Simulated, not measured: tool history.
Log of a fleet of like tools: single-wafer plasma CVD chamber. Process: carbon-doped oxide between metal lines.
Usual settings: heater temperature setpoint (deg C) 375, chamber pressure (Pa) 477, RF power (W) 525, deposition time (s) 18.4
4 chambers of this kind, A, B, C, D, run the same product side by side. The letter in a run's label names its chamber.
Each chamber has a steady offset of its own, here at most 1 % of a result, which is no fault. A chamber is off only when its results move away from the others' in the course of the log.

| run | hour | heater temperature setpoint (deg C) | chamber pressure (Pa) | RF power (W) | deposition time (s) | hours since the last thermocouple change | hours since the last RF generator calibration | hours since the last manometer calibration | read-back reference wafer on the same gauge, thickness_nm | mean film thickness on the monitor wafer (Å) |
|---|---|---|---|---|---|---|---|---|---|---|
| 1A | 3.7 | 375 | 477 | 525 | 18.4 | 1342.1 | 1584.3 | 1815.1 | 74.492 | 872.75 |
| 2B | 6.6 | 375 | 477 | 525 | 18.4 | 854.0 | 380.7 | 598.8 | 74.522 | 872.76 |
| 3D | 9.5 | 375 | 477 | 525 | 18.4 | 642.9 | 721.5 | 653.4 | 74.512 | 877.71 |
| 4C | 13.9 | 375 | 477 | 525 | 18.4 | 1750.9 | 766.8 | 1347.0 | 74.453 | 888.80 |
| 5B | 17.8 | 375 | 477 | 525 | 18.4 | 865.2 | 391.9 | 610.0 | 74.513 | 877.83 |
| 6A | 21.9 | 375 | 477 | 525 | 18.4 | 1360.3 | 1602.5 | 1833.3 | 74.505 | 877.95 |
| 7C | 25.1 | 375 | 477 | 525 | 18.4 | 1762.1 | 778.0 | 1358.2 | 74.539 | 882.34 |
| 8D | 27.5 | 375 | 477 | 525 | 18.4 | 660.9 | 739.5 | 671.4 | 74.556 | 875.46 |
| 9B | 30.1 | 375 | 477 | 525 | 18.4 | 877.5 | 404.2 | 622.3 | 74.421 | 871.42 |
| 10C | 32.4 | 375 | 477 | 525 | 18.4 | 1769.4 | 785.3 | 1365.5 | 74.510 | 889.81 |
| 11D | 34.5 | 375 | 477 | 525 | 18.4 | 667.9 | 746.5 | 678.4 | 74.460 | 881.86 |
| 12A | 36.6 | 375 | 477 | 525 | 18.4 | 1375.0 | 1617.2 | 1848.0 | 74.439 | 884.81 |
| 13D | 39.1 | 375 | 477 | 525 | 18.4 | 672.5 | 751.1 | 683.0 | 74.458 | 875.06 |
| 14C | 42.4 | 375 | 477 | 525 | 18.4 | 1779.4 | 795.3 | 1375.5 | 74.541 | 881.08 |
| 15A | 45.8 | 375 | 477 | 525 | 18.4 | 1384.2 | 1626.4 | 1857.2 | 74.438 | 877.97 |
| 16B | 49.0 | 375 | 477 | 525 | 18.4 | 896.4 | 423.1 | 641.2 | 74.490 | 881.15 |
| 17D | 52.5 | 387 | 477 | 525 | 18.4 | 685.9 | 764.5 | 696.4 | 74.535 | 851.29 |
| 18C | 56.7 | 387 | 477 | 525 | 18.4 | 1793.7 | 809.6 | 1389.8 | 74.498 | 856.24 |
| 19B | 59.9 | 387 | 477 | 525 | 18.4 | 907.3 | 434.0 | 652.1 | 74.528 | 857.59 |
| 20A | 64.0 | 387 | 477 | 525 | 18.4 | 1402.4 | 1644.6 | 1875.4 | 74.406 | 852.98 |
| 21D | 68.2 | 375 | 477 | 525 | 18.4 | 701.6 | 780.2 | 712.1 | 74.499 | 866.00 |
| 22B | 70.8 | 375 | 477 | 525 | 18.4 | 918.2 | 444.9 | 663.0 | 74.394 | 877.15 |
| 23C | 72.7 | 375 | 477 | 525 | 18.4 | 1809.7 | 825.6 | 1405.8 | 74.581 | 884.59 |
| 24A | 75.9 | 375 | 477 | 525 | 18.4 | 1414.3 | 1656.5 | 1887.3 | 74.452 | 879.96 |
| 25A | 79.3 | 375 | 477 | 525 | 18.4 | 1417.7 | 1659.9 | 1890.7 | 74.477 | 873.24 |
| 26B | 81.4 | 375 | 477 | 525 | 18.4 | 928.8 | 455.5 | 673.6 | 74.476 | 877.41 |
| 27D | 84.5 | 375 | 477 | 525 | 18.4 | 717.9 | 796.5 | 728.4 | 74.529 | 861.58 |
| 28C | 87.5 | 375 | 477 | 525 | 18.4 | 1824.5 | 840.4 | 1420.6 | 74.468 | 884.55 |
| 29D | 89.5 | 375 | 477 | 525 | 18.4 | 722.9 | 801.5 | 733.4 | 74.565 | 856.14 |

Next, every chamber runs the same settings. What will each give?
| 30A | 92.7 | 364 | 477 | 525 | 18.4 |  |  |  |  | ? |
| 30B | 92.7 | 364 | 477 | 525 | 18.4 |  |  |  |  | ? |
| 30C | 92.7 | 364 | 477 | 525 | 18.4 |  |  |  |  | ? |
| 30D | 92.7 | 364 | 477 | 525 | 18.4 |  |  |  |  | ? |

| run | mean film thickness on the monitor wafer (Å) |
|---|---|
| 30A | 898.87 |
| 30B | 899.22 |
| 30C | 905.06 |
| 30D | 881.81 |

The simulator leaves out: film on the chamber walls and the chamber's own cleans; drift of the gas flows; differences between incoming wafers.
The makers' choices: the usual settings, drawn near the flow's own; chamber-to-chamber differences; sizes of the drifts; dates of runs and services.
